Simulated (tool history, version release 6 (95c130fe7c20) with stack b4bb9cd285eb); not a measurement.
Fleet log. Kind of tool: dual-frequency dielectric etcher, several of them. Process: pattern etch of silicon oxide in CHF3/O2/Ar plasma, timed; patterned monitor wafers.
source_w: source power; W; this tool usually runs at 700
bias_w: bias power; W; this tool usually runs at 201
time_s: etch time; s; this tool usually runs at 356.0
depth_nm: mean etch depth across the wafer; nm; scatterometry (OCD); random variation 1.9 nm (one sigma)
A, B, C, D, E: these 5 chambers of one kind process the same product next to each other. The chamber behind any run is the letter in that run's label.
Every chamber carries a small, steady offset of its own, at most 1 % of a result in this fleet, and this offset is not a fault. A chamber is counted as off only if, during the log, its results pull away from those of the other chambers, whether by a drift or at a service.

| run | hour | source_w | bias_w | time_s | read-back reference wafer on the same gauge, depth_nm | depth_nm |
|---|---|---|---|---|---|---|
| 1E | 14.7 | 700 | 201 | 356.0 | 822.96 | 771.03 |
| 2A | 24.0 | 700 | 201 | 356.0 | 822.94 | 778.05 |
| 3D | 37.0 | 700 | 201 | 356.0 | 822.96 | 778.95 |
|  | 39.5 | chamber E: source power generator calibrated |
| 4B | 51.7 | 700 | 201 | 356.0 | 822.87 | 770.48 |
|  | 54.2 | chamber B: wet clean of the chamber |
| 5C | 64.0 | 700 | 201 | 356.0 | 823.20 | 775.42 |
| 6B | 72.4 | 700 | 201 | 356.0 | 823.24 | 772.04 |
| 7E | 86.6 | 700 | 201 | 356.0 | 823.38 | 769.07 |
| 8D | 100.6 | 700 | 201 | 356.0 | 822.80 | 783.20 |
| 9A | 113.9 | 700 | 201 | 356.0 | 823.31 | 778.12 |
| 10C | 125.3 | 800 | 201 | 356.0 | 822.64 | 816.39 |
| 11B | 133.4 | 800 | 201 | 356.0 | 823.15 | 807.65 |
| 12A | 142.4 | 800 | 201 | 356.0 | 823.35 | 817.95 |
| 13E | 154.3 | 800 | 201 | 356.0 | 823.03 | 815.70 |
| 14C | 161.1 | 800 | 201 | 356.0 | 822.99 | 818.99 |
| 15D | 174.1 | 700 | 201 | 356.0 | 822.41 | 778.91 |
| 16D | 182.4 | 700 | 201 | 356.0 | 823.45 | 783.95 |
|  | 193.8 | chamber D: wet clean of the chamber |
| 17A | 195.2 | 700 | 201 | 356.0 | 822.73 | 777.11 |
|  | 205.0 | chamber E: wet clean of the chamber |
| 18B | 209.9 | 700 | 201 | 356.0 | 822.88 | 771.68 |
| 19C | 221.3 | 700 | 201 | 356.0 | 822.71 | 779.65 |
|  | 226.3 | chamber B: source power generator calibrated |
| 20E | 228.9 | 700 | 201 | 356.0 | 823.00 | 769.91 |
| 21E | 239.0 | 700 | 201 | 356.0 | 823.15 | 772.20 |
| 22D | 247.5 | 700 | 232 | 435.5 | 823.28 | 1006.40 |
| 23A | 261.9 | 700 | 232 | 435.5 | 823.91 | 996.35 |
| 24C | 268.7 | 700 | 232 | 435.5 | 823.16 | 1000.70 |
| 25B | 281.8 | 700 | 232 | 435.5 | 822.54 | 992.76 |
| 26B | 291.3 | 700 | 232 | 435.5 | 822.97 | 988.98 |
| 27C | 302.9 | 700 | 201 | 356.0 | 822.75 | 776.83 |
| 28D | 311.6 | 700 | 201 | 356.0 | 822.65 | 782.93 |
| 29A | 320.6 | 700 | 201 | 356.0 | 822.89 | 777.28 |
| 30E | 335.3 | 700 | 201 | 356.0 | 823.00 | 769.03 |
|  | 344.5 | chamber C: wet clean of the chamber |
| 31E | 349.1 | 870 | 217 | 356.0 | 823.57 | 858.54 |
| 32B | 361.2 | 870 | 217 | 356.0 | 823.49 | 857.61 |
| 33C | 368.8 | 870 | 217 | 356.0 | 823.36 | 866.59 |
| 34A | 378.2 | 870 | 217 | 356.0 | 822.94 | 866.00 |
| 35D | 391.9 | 870 | 217 | 356.0 | 823.06 | 871.45 |
| 36B | 402.7 | 700 | 201 | 356.0 | 822.83 | 773.37 |
| 37D | 417.1 | 700 | 201 | 356.0 | 822.35 | 779.71 |
| 38A | 432.1 | 700 | 201 | 356.0 | 822.54 | 778.66 |
| 39E | 440.9 | 700 | 201 | 356.0 | 823.13 | 773.54 |
| 40C | 451.5 | 700 | 201 | 356.0 | 823.30 | 776.92 |
| 41B | 461.6 | 700 | 201 | 356.0 | 823.01 | 772.98 |
| 42A | 471.2 | 700 | 201 | 356.0 | 823.03 | 776.05 |

For the next run the whole fleet of 5 chambers uses the same settings. Give each chamber's results:
| 43A | 482.2 | 700 | 201 | 405.0 |  | ? |
| 43B | 482.2 | 700 | 201 | 405.0 |  | ? |
| 43C | 482.2 | 700 | 201 | 405.0 |  | ? |
| 43D | 482.2 | 700 | 201 | 405.0 |  | ? |
| 43E | 482.2 | 700 | 201 | 405.0 |  | ? |

| run | depth_nm |
|---|---|
| 43A | 887.16 |
| 43B | 878.81 |
| 43C | 879.91 |
| 43D | 887.98 |
| 43E | 877.41 |

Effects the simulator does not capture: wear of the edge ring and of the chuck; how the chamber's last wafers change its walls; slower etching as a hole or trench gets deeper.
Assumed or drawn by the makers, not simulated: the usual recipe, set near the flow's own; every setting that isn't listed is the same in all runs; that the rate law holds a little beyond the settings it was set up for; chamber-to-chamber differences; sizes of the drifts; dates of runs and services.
